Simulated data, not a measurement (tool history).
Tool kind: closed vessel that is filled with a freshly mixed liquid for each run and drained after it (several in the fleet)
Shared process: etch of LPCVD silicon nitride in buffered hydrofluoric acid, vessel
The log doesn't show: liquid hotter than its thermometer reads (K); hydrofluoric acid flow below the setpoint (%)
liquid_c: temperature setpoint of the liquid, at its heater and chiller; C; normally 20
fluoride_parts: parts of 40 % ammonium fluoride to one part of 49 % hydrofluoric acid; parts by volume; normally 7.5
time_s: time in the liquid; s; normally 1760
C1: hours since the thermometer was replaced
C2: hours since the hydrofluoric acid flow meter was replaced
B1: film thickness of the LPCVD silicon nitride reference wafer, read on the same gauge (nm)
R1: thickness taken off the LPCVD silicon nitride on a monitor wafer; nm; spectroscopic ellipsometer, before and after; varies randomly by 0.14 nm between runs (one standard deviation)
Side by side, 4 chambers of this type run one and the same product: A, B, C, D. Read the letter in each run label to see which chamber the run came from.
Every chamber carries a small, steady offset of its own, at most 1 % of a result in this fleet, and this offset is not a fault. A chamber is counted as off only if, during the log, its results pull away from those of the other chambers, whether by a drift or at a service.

run 1A hour=7.5 | liquid_c=20 fluoride_parts=7.5 time_s=1760 | C1=648.1 C2=1084.3 | B1=110.02 | R1=27.534
run 2C hour=16.5 | liquid_c=20 fluoride_parts=7.5 time_s=1760 | C1=1305.4 C2=779 | B1=110.03 | R1=27.498
run 3D hour=26.4 | liquid_c=20 fluoride_parts=7.5 time_s=1760 | C1=538.9 C2=395.3 | B1=109.96 | R1=27.563
run 4B hour=33.1 | liquid_c=20 fluoride_parts=7.5 time_s=1760 | C1=1665.3 C2=593.6 | B1=109.96 | R1=27.526
run 5D hour=46.4 | liquid_c=20 fluoride_parts=7.5 time_s=1760 | C1=558.9 C2=415.3 | B1=110.01 | R1=27.464
run 6A hour=55.5 | liquid_c=20 fluoride_parts=7.5 time_s=1760 | C1=696.1 C2=1132.3 | B1=110.01 | R1=27.443
run 7C hour=65 | liquid_c=20 fluoride_parts=7.5 time_s=1760 | C1=1353.9 C2=827.5 | B1=109.95 | R1=27.513
run 8B hour=73.3 | liquid_c=20 fluoride_parts=7.5 time_s=1760 | C1=1705.5 C2=633.8 | B1=110 | R1=27.899
run 9D hour=79.5 | liquid_c=20 fluoride_parts=7.5 time_s=1760 | C1=592 C2=448.4 | B1=110.02 | R1=27.74
run 10A hour=92.4 | liquid_c=17 fluoride_parts=6 time_s=1760 | C1=733 C2=1169.2 | B1=109.95 | R1=28.431
run 11C hour=101 | liquid_c=17 fluoride_parts=6 time_s=1760 | C1=1389.9 C2=863.5 | B1=110.06 | R1=28.522
run 12B hour=114.2 | liquid_c=17 fluoride_parts=6 time_s=1760 | C1=1746.4 C2=674.7 | B1=109.98 | R1=29.209
run 13B hour=123.7 | liquid_c=17 fluoride_parts=6 time_s=1760 | C1=1755.9 C2=684.2 | B1=110.02 | R1=28.874
run 14C hour=131.3 | liquid_c=20 fluoride_parts=7.5 time_s=1760 | C1=1420.2 C2=893.8 | B1=109.99 | R1=27.909
run 15D hour=141.9 | liquid_c=20 fluoride_parts=7.5 time_s=1760 | C1=654.4 C2=510.8 | B1=109.96 | R1=27.563
run 16A hour=149.5 | liquid_c=20 fluoride_parts=7.5 time_s=1760 | C1=790.1 C2=1226.3 | B1=110.01 | R1=27.323
run 17B hour=162.3 | liquid_c=20 fluoride_parts=7.5 time_s=1760 | C1=1794.5 C2=722.8 | B1=110.01 | R1=27.997
run 18A hour=172.1 | liquid_c=20 fluoride_parts=7.5 time_s=1760 | C1=812.7 C2=1248.9 | B1=110.01 | R1=27.403
run 19C hour=181.7 | liquid_c=20 fluoride_parts=7.5 time_s=1760 | C1=1470.6 C2=944.2 | B1=109.97 | R1=28.211
run 20D hour=188.9 | liquid_c=20 fluoride_parts=7.5 time_s=1760 | C1=701.4 C2=557.8 | B1=110.03 | R1=27.41
run 21B hour=201.7 | liquid_c=20 fluoride_parts=7.5 time_s=1760 | C1=1833.9 C2=762.2 | B1=109.99 | R1=27.72
run 22D hour=212.7 | liquid_c=20 fluoride_parts=7.5 time_s=1265 | C1=725.2 C2=581.6 | B1=109.98 | R1=19.862
run 23C hour=223.2 | liquid_c=20 fluoride_parts=7.5 time_s=1265 | C1=1512.1 C2=985.7 | B1=109.96 | R1=20.935
run 24A hour=235.6 | liquid_c=20 fluoride_parts=7.5 time_s=1265 | C1=876.2 C2=1312.4 | B1=110.01 | R1=19.748
run 25C hour=243.6 | liquid_c=20 fluoride_parts=7.5 time_s=1265 | C1=1532.5 C2=1006.1 | B1=110 | R1=21.017

What goes on in this fleet: one chamber off, a drifting gauge, or nothing beyond the chambers' own small offsets? Name the chamber and the cause, if any.

Chamber C drifts away from the others.
Likeliest cause: liquid hotter than its thermometer reads (K) = 1.26.
From this log alone, it may not be told apart from: hydrofluoric acid flow above the setpoint (%).

Chamber C could run next with any of the 4 candidate recipes listed below; each alters the usual settings, and their results appear as question marks. Which one brings its results back in line with what the other chambers deliver on the usual settings?
Counts as in line when no further than this from what the other chambers average on the usual settings: R1 0.5 nm
run 26C-1 hour=253.4 | liquid_c=20 fluoride_parts=7.5 time_s=1795 | R1=?
run 26C-2 hour=253.4 | liquid_c=20 fluoride_parts=8 time_s=1760 | R1=?
run 26C-3 hour=253.4 | liquid_c=19.5 fluoride_parts=7.5 time_s=1760 | R1=?
run 26C-4 hour=253.4 | liquid_c=20 fluoride_parts=7.5 time_s=1865 | R1=?

The mean the other chambers reach with the usual settings: R1 27.501 nm
run=26C-1 R1=29.853
run=26C-2 R1=27.306
run=26C-3 R1=28.485
run=26C-4 R1=31.017
The answer is 26C-2, which returns the chamber to within the allowed miss of the others.
